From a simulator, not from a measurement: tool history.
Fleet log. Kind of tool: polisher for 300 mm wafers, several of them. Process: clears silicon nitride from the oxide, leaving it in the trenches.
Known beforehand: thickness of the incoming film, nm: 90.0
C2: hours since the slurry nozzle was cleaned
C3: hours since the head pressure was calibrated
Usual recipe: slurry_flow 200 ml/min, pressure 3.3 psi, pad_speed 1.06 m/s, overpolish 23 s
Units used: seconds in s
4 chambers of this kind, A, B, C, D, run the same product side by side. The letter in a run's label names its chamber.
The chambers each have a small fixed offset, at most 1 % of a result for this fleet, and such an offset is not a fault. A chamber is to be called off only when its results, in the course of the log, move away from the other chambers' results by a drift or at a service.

run 1B day=0.208 | slurry_flow=200 pressure=3.3 pad_speed=1.06 overpolish=23 | wafers_polished_on_this_pad=1046 C2=563.8 C3=106.5 | seconds=73.07
run 2C day=0.433 | slurry_flow=200 pressure=3.3 pad_speed=1.06 overpolish=23 | wafers_polished_on_this_pad=419 C2=318.7 C3=118.5 | seconds=74.262
-- day=0.554 chamber B: worn pad replaced by a new one
run 3D day=0.583 | slurry_flow=200 pressure=3.3 pad_speed=1.06 overpolish=23 | wafers_polished_on_this_pad=758 C2=88.6 C3=56.1 | seconds=74.921
run 4A day=0.725 | slurry_flow=200 pressure=3.3 pad_speed=1.06 overpolish=23 | wafers_polished_on_this_pad=470 C2=320.9 C3=741.2 | seconds=75.475
run 5A day=0.875 | slurry_flow=200 pressure=3.3 pad_speed=1.06 overpolish=23 | wafers_polished_on_this_pad=509 C2=324.5 C3=744.8 | seconds=75.491
-- day=1.079 chamber B: slurry nozzle cleaned
run 6B day=1.1 | slurry_flow=200 pressure=3.3 pad_speed=1.06 overpolish=23 | wafers_polished_on_this_pad=143 C2=0.6 C3=127.9 | seconds=75.801
run 7C day=1.212 | slurry_flow=200 pressure=3.3 pad_speed=1.06 overpolish=23 | wafers_polished_on_this_pad=624 C2=337.4 C3=137.2 | seconds=76.628
run 8D day=1.4 | slurry_flow=200 pressure=3.3 pad_speed=1.06 overpolish=23 | wafers_polished_on_this_pad=972 C2=108.2 C3=75.7 | seconds=77.176
run 9B day=1.592 | slurry_flow=200 pressure=3.3 pad_speed=1.06 overpolish=23 | wafers_polished_on_this_pad=271 C2=12.4 C3=139.7 | seconds=74.474
run 10A day=1.792 | slurry_flow=200 pressure=3.3 pad_speed=1.06 overpolish=23 | wafers_polished_on_this_pad=749 C2=346.5 C3=766.8 | seconds=74.792
run 11D day=1.979 | slurry_flow=200 pressure=3.3 pad_speed=1.06 overpolish=23 | wafers_polished_on_this_pad=1123 C2=122.1 C3=89.6 | seconds=77.205
run 12C day=2.092 | slurry_flow=200 pressure=3.3 pad_speed=1.06 overpolish=23 | wafers_polished_on_this_pad=854 C2=358.5 C3=158.3 | seconds=76.813
-- day=2.296 chamber D: worn pad replaced by a new one
run 13D day=2.346 | slurry_flow=200 pressure=3.3 pad_speed=1.06 overpolish=23 | wafers_polished_on_this_pad=13 C2=130.9 C3=98.4 | seconds=73.8
run 14C day=2.567 | slurry_flow=200 pressure=3.3 pad_speed=1.06 overpolish=23 | wafers_polished_on_this_pad=978 C2=369.9 C3=169.7 | seconds=77.222
run 15A day=2.7 | slurry_flow=200 pressure=4.5 pad_speed=0.88 overpolish=23 | wafers_polished_on_this_pad=987 C2=368.3 C3=788.6 | seconds=68.183
run 16B day=2.892 | slurry_flow=200 pressure=4.5 pad_speed=0.88 overpolish=23 | wafers_polished_on_this_pad=612 C2=43.6 C3=170.9 | seconds=68.682
run 17A day=3.104 | slurry_flow=200 pressure=4.5 pad_speed=0.88 overpolish=23 | wafers_polished_on_this_pad=1093 C2=378 C3=798.3 | seconds=67.85
run 18B day=3.279 | slurry_flow=200 pressure=4.5 pad_speed=0.88 overpolish=23 | wafers_polished_on_this_pad=713 C2=52.9 C3=180.2 | seconds=66.07
run 19D day=3.45 | slurry_flow=200 pressure=3.3 pad_speed=1.06 overpolish=23 | wafers_polished_on_this_pad=302 C2=157.4 C3=124.9 | seconds=77.834
run 20C day=3.654 | slurry_flow=200 pressure=3.3 pad_speed=1.06 overpolish=23 | wafers_polished_on_this_pad=1263 C2=396 C3=195.8 | seconds=77.83
-- day=3.771 chamber A: worn pad replaced by a new one
run 21C day=3.771 | slurry_flow=200 pressure=3.3 pad_speed=1.06 overpolish=23 | wafers_polished_on_this_pad=1293 C2=398.8 C3=198.6 | seconds=75.687
run 22D day=3.908 | slurry_flow=200 pressure=3.3 pad_speed=1.22 overpolish=23 | wafers_polished_on_this_pad=422 C2=168.4 C3=135.9 | seconds=66.01
run 23B day=4.025 | slurry_flow=200 pressure=3.3 pad_speed=1.22 overpolish=23 | wafers_polished_on_this_pad=909 C2=70.8 C3=198.1 | seconds=67.15
-- day=4.129 chamber C: worn pad replaced by a new one
run 24A day=4.2 | slurry_flow=200 pressure=3.3 pad_speed=1.22 overpolish=23 | wafers_polished_on_this_pad=113 C2=404.3 C3=824.6 | seconds=65.354
run 25C day=4.338 | slurry_flow=200 pressure=3.3 pad_speed=1.22 overpolish=23 | wafers_polished_on_this_pad=55 C2=412.4 C3=212.2 | seconds=65.591
run 26B day=4.483 | slurry_flow=200 pressure=3.3 pad_speed=1.06 overpolish=23 | wafers_polished_on_this_pad=1029 C2=81.8 C3=209.1 | seconds=72.056

Read the log: is a single chamber off, either drifting away or since a service, is the gauge that measures every chamber drifting, or is nothing wrong beyond small per-chamber offsets? Name any odd chamber and what most likely caused it.

Nothing is wrong: each chamber keeps only its own small, steady offset and the gauge holds still.

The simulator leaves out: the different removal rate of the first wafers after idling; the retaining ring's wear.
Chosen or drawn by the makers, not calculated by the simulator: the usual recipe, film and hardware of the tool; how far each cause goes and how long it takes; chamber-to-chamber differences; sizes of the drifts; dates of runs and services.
